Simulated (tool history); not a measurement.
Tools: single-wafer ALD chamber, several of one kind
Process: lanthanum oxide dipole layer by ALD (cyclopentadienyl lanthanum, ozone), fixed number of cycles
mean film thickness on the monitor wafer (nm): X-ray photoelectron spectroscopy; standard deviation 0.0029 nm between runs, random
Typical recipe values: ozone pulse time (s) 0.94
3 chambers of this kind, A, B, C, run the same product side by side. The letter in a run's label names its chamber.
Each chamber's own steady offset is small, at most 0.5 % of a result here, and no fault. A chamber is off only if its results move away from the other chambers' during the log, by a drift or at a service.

run,hour,ozone pulse time (s),hours since the last thermocouple change,hours since the last ozone generator service,"read-back reference wafer on the same gauge, thickness_nm",mean film thickness on the monitor wafer (nm)
1C,16.1,0.94,1755.2,1765,0.4567,0.49354
2B,32.3,0.94,151,977.5,0.45645,0.48783
3A,41.2,0.94,1614.1,594.3,0.45596,0.49907
# hour 44.1: chamber C: ozone generator serviced
4C,56.6,0.94,1795.7,12.6,0.45609,0.48992
5A,69.4,0.94,1642.3,622.5,0.45614,0.48948
6B,85.3,0.94,204,1030.5,0.45597,0.49096
7A,95,0.94,1667.9,648.1,0.45578,0.492
8B,111.3,0.94,230,1056.5,0.45563,0.48796
9C,121.9,0.94,1861,77.9,0.45574,0.49096
10B,131.2,0.94,249.9,1076.4,0.45548,0.48861
11A,145.1,0.94,1718,698.2,0.45652,0.49057
12C,154.6,0.94,1893.7,110.6,0.45581,0.4878
13C,169.7,0.94,1908.8,125.7,0.45582,0.48831
14A,183.9,1.23,1756.8,737,0.45637,0.53068
15B,198.4,1.23,317.1,1143.6,0.4557,0.52878
16C,206.5,1.23,1945.6,162.5,0.45531,0.52552
17A,217.1,0.94,1790,770.2,0.45598,0.49379
18B,226.1,0.94,344.8,1171.3,0.4557,0.49121
19A,240.3,0.94,1813.2,793.4,0.45551,0.49641
20B,251.4,1.3,370.1,1196.6,0.45677,0.54354
21C,268,1.3,2007.1,224,0.4559,0.53115
22A,276.2,1.3,1849.1,829.3,0.45567,0.53431
23C,291.6,0.94,2030.7,247.6,0.45614,0.48859
# hour 300.8: chamber A: thermocouple changed; heater temperature recalibrated
24B,307.2,0.94,425.9,1252.4,0.45522,0.48894
25A,317.2,0.94,16.5,870.3,0.4562,0.498
26B,326.4,0.94,445.1,1271.6,0.45636,0.48909
27C,342.2,0.94,2081.3,298.2,0.4557,0.48763
28C,355.2,0.94,2094.3,311.2,0.45604,0.4906

Has any chamber moved away from the others, gradually or after a service, or does the common gauge drift, or do the chambers differ only by their own small steady offsets? State the chamber and the most likely cause if one applies.

All chambers stay in line apart from their small fixed offsets, and the gauge does not drift.

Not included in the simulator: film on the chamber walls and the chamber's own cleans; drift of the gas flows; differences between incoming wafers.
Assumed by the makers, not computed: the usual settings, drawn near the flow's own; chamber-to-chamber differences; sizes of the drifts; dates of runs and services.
